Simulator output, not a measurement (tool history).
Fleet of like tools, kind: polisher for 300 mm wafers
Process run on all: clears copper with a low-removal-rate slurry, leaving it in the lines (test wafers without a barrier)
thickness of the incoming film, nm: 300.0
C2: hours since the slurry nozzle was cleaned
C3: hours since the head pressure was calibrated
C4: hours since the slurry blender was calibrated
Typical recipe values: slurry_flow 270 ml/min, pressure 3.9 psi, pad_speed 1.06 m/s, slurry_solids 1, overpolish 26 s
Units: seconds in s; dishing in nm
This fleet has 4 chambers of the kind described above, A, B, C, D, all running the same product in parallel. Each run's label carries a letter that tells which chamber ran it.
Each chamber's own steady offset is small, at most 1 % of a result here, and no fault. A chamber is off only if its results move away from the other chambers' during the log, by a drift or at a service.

At hour 8.9: chamber B: slurry nozzle cleaned.
Run 1B, hour 9.4: usual settings; wafers polished on this pad 157; C2 0.5; C3 94.4; C4 129.5. Result: seconds 74.857 s, dishing 61.603 nm.
At hour 13.9: chamber C: worn pad replaced by a new one.
Run 2D, hour 14.1: usual settings; wafers polished on this pad 1361; C2 204.4; C3 1051.6; C4 148.6. Result: seconds 77.577 s, dishing 60.965 nm.
Run 3A, hour 22.0: usual settings; wafers polished on this pad 396; C2 327.0; C3 98.0; C4 214.9. Result: seconds 75.976 s, dishing 62.812 nm.
At hour 22.6: chamber D: worn pad replaced by a new one.
At hour 23.2: chamber D: slurry nozzle cleaned.
Run 4C, hour 31.6: usual settings; wafers polished on this pad 197; C2 157.6; C3 539.1; C4 250.6. Result: seconds 74.833 s, dishing 60.459 nm.
Run 5B, hour 39.6: usual settings; wafers polished on this pad 492; C2 30.7; C3 124.6; C4 159.7. Result: seconds 74.294 s, dishing 62.753 nm.
Run 6C, hour 44.0: usual settings; wafers polished on this pad 334; C2 170.0; C3 551.5; C4 263.0. Result: seconds 74.965 s, dishing 60.275 nm.
Run 7D, hour 52.4: usual settings; wafers polished on this pad 331; C2 29.2; C3 1089.9; C4 186.9. Result: seconds 75.295 s, dishing 60.263 nm.
At hour 53.3: chamber B: worn pad replaced by a new one.
At hour 54.5: chamber D: slurry blender recalibrated.
Run 8A, hour 58.9: usual settings; wafers polished on this pad 805; C2 363.9; C3 134.9; C4 251.8. Result: seconds 76.779 s, dishing 60.106 nm.
Run 9B, hour 65.3: usual settings; wafers polished on this pad 133; C2 56.4; C3 150.3; C4 185.4. Result: seconds 73.947 s, dishing 60.150 nm.
Run 10C, hour 72.7: usual settings; wafers polished on this pad 652; C2 198.7; C3 580.2; C4 291.7. Result: seconds 75.486 s, dishing 64.669 nm.
Run 11A, hour 80.4: usual settings; wafers polished on this pad 1044; C2 385.4; C3 156.4; C4 273.3. Result: seconds 75.956 s, dishing 61.058 nm.
At hour 86.6: chamber D: head pressure recalibrated.
Run 12D, hour 86.8: usual settings but pressure 5.1 psi, overpolish 16 s; wafers polished on this pad 712; C2 63.6; C3 0.2; C4 32.3. Result: seconds 57.031 s, dishing 52.974 nm.
At hour 96.0: chamber A: worn pad replaced by a new one.
Run 13D, hour 96.3: usual settings but pressure 5.1 psi, overpolish 16 s; wafers polished on this pad 818; C2 73.1; C3 9.7; C4 41.8. Result: seconds 58.179 s, dishing 52.700 nm.
At hour 103.9: chamber C: worn pad replaced by a new one.
Run 14B, hour 104.3: usual settings but pressure 5.1 psi, overpolish 16 s; wafers polished on this pad 566; C2 95.4; C3 189.3; C4 224.4. Result: seconds 58.553 s, dishing 54.374 nm.
At hour 111.1: chamber B: worn pad replaced by a new one.
Run 15A, hour 111.9: usual settings but pressure 5.1 psi, overpolish 16 s; wafers polished on this pad 176; C2 416.9; C3 187.9; C4 304.8. Result: seconds 57.272 s, dishing 52.424 nm.
Run 16C, hour 116.7: usual settings; wafers polished on this pad 142; C2 242.7; C3 624.2; C4 335.7. Result: seconds 75.714 s, dishing 60.119 nm.
Run 17C, hour 125.9: usual settings; wafers polished on this pad 244; C2 251.9; C3 633.4; C4 344.9. Result: seconds 73.215 s, dishing 59.701 nm.
At hour 126.4: chamber C: slurry blender recalibrated.
Run 18D, hour 131.9: usual settings; wafers polished on this pad 1212; C2 108.7; C3 45.3; C4 77.4. Result: seconds 76.110 s, dishing 60.153 nm.
Run 19A, hour 139.3: usual settings; wafers polished on this pad 480; C2 444.3; C3 215.3; C4 332.2. Result: seconds 74.993 s, dishing 63.730 nm.
Run 20B, hour 146.8: usual settings; wafers polished on this pad 395; C2 137.9; C3 231.8; C4 266.9. Result: seconds 76.866 s, dishing 60.790 nm.
Run 21A, hour 151.9: usual settings; wafers polished on this pad 620; C2 456.9; C3 227.9; C4 344.8. Result: seconds 75.491 s, dishing 62.039 nm.
At hour 158.3: chamber D: worn pad replaced by a new one.
Run 22C, hour 158.9: usual settings; wafers polished on this pad 610; C2 284.9; C3 666.4; C4 32.5. Result: seconds 75.544 s, dishing 60.839 nm.
Run 23B, hour 165.9: usual settings but slurry_flow 230 ml/min, pressure 3.3 psi; wafers polished on this pad 607; C2 157.0; C3 250.9; C4 286.0. Result: seconds 88.826 s, dishing 53.882 nm.
Run 24D, hour 171.2: usual settings but slurry_flow 230 ml/min, pressure 3.3 psi; wafers polished on this pad 143; C2 148.0; C3 84.6; C4 116.7. Result: seconds 90.787 s, dishing 49.995 nm.
At hour 175.8: chamber B: worn pad replaced by a new one.
At hour 178.6: chamber C: worn pad replaced by a new one.
Run 25A, hour 180.8: usual settings but slurry_flow 230 ml/min, pressure 3.3 psi; wafers polished on this pad 940; C2 485.8; C3 256.8; C4 373.7. Result: seconds 91.682 s, dishing 51.836 nm.
At hour 182.5: chamber B: slurry blender recalibrated.
Run 26B, hour 187.8: usual settings but slurry_flow 230 ml/min, pressure 3.3 psi; wafers polished on this pad 133; C2 178.9; C3 272.8; C4 5.4. Result: seconds 89.309 s, dishing 53.328 nm.
Run 27C, hour 194.7: usual settings; wafers polished on this pad 178; C2 320.7; C3 702.2; C4 68.3. Result: seconds 76.037 s, dishing 61.195 nm.
Run 28D, hour 200.6: usual settings; wafers polished on this pad 469; C2 177.4; C3 114.0; C4 146.1. Result: seconds 75.714 s, dishing 60.329 nm.
At hour 201.1: chamber C: slurry nozzle cleaned.
Run 29B, hour 206.2: usual settings; wafers polished on this pad 337; C2 197.3; C3 291.2; C4 23.8. Result: seconds 75.251 s, dishing 58.932 nm.
Run 30D, hour 212.2: usual settings; wafers polished on this pad 598; C2 189.0; C3 125.6; C4 157.7. Result: seconds 76.066 s, dishing 62.739 nm.
Run 31A, hour 216.6: usual settings but pressure 2.9 psi; wafers polished on this pad 1337; C2 521.6; C3 292.6; C4 409.5. Result: seconds 103.000 s, dishing 48.048 nm.
At hour 218.3: chamber B: head pressure recalibrated.
Run 32C, hour 225.8: usual settings but pressure 2.9 psi; wafers polished on this pad 523; C2 24.8; C3 733.3; C4 99.4. Result: seconds 101.340 s, dishing 46.840 nm.
At hour 228.7: chamber A: worn pad replaced by a new one.
At hour 230.4: chamber B: worn pad replaced by a new one.
At hour 230.4: chamber A: slurry blender recalibrated.
Run 33B, hour 231.1: usual settings but pressure 2.9 psi; wafers polished on this pad 7; C2 222.2; C3 12.8; C4 48.7. Result: seconds 103.090 s, dishing 48.515 nm.
Run 34A, hour 238.6: usual settings but pressure 2.9 psi; wafers polished on this pad 109; C2 543.6; C3 314.6; C4 8.2. Result: seconds 103.590 s, dishing 47.725 nm.
Run 35C, hour 245.3: usual settings; wafers polished on this pad 739; C2 44.3; C3 752.8; C4 118.9. Result: seconds 77.168 s, dishing 64.395 nm.
At hour 249.4: chamber D: slurry nozzle cleaned.
Run 36D, hour 253.1: usual settings but slurry_flow 230 ml/min; wafers polished on this pad 1051; C2 3.8; C3 166.5; C4 198.6. Result: seconds 76.802 s, dishing 59.638 nm.
Run 37C, hour 259.0: usual settings but slurry_flow 230 ml/min; wafers polished on this pad 891; C2 58.0; C3 766.5; C4 132.6. Result: seconds 76.910 s, dishing 59.933 nm.
Run 38A, hour 264.5: usual settings but slurry_flow 230 ml/min; wafers polished on this pad 397; C2 569.5; C3 340.5; C4 34.1. Result: seconds 78.412 s, dishing 62.539 nm.
Run 39B, hour 270.1: usual settings but slurry_flow 230 ml/min; wafers polished on this pad 440; C2 261.2; C3 51.8; C4 87.7. Result: seconds 77.524 s, dishing 60.827 nm.

The same settings go to every chamber for the next run, one line per chamber below. Forecast the results for each:
Run 40A, hour 277.3: usual settings but overpolish 16 s. Result: seconds ?, dishing ?.
Run 40B, hour 277.3: usual settings but overpolish 16 s. Result: seconds ?, dishing ?.
Run 40C, hour 277.3: usual settings but overpolish 16 s. Result: seconds ?, dishing ?.
Run 40D, hour 277.3: usual settings but overpolish 16 s. Result: seconds ?, dishing ?.

run  seconds  dishing
40A   76.340   40.896
40B   75.910   43.192
40C   76.313   42.433
40D   75.295   42.223
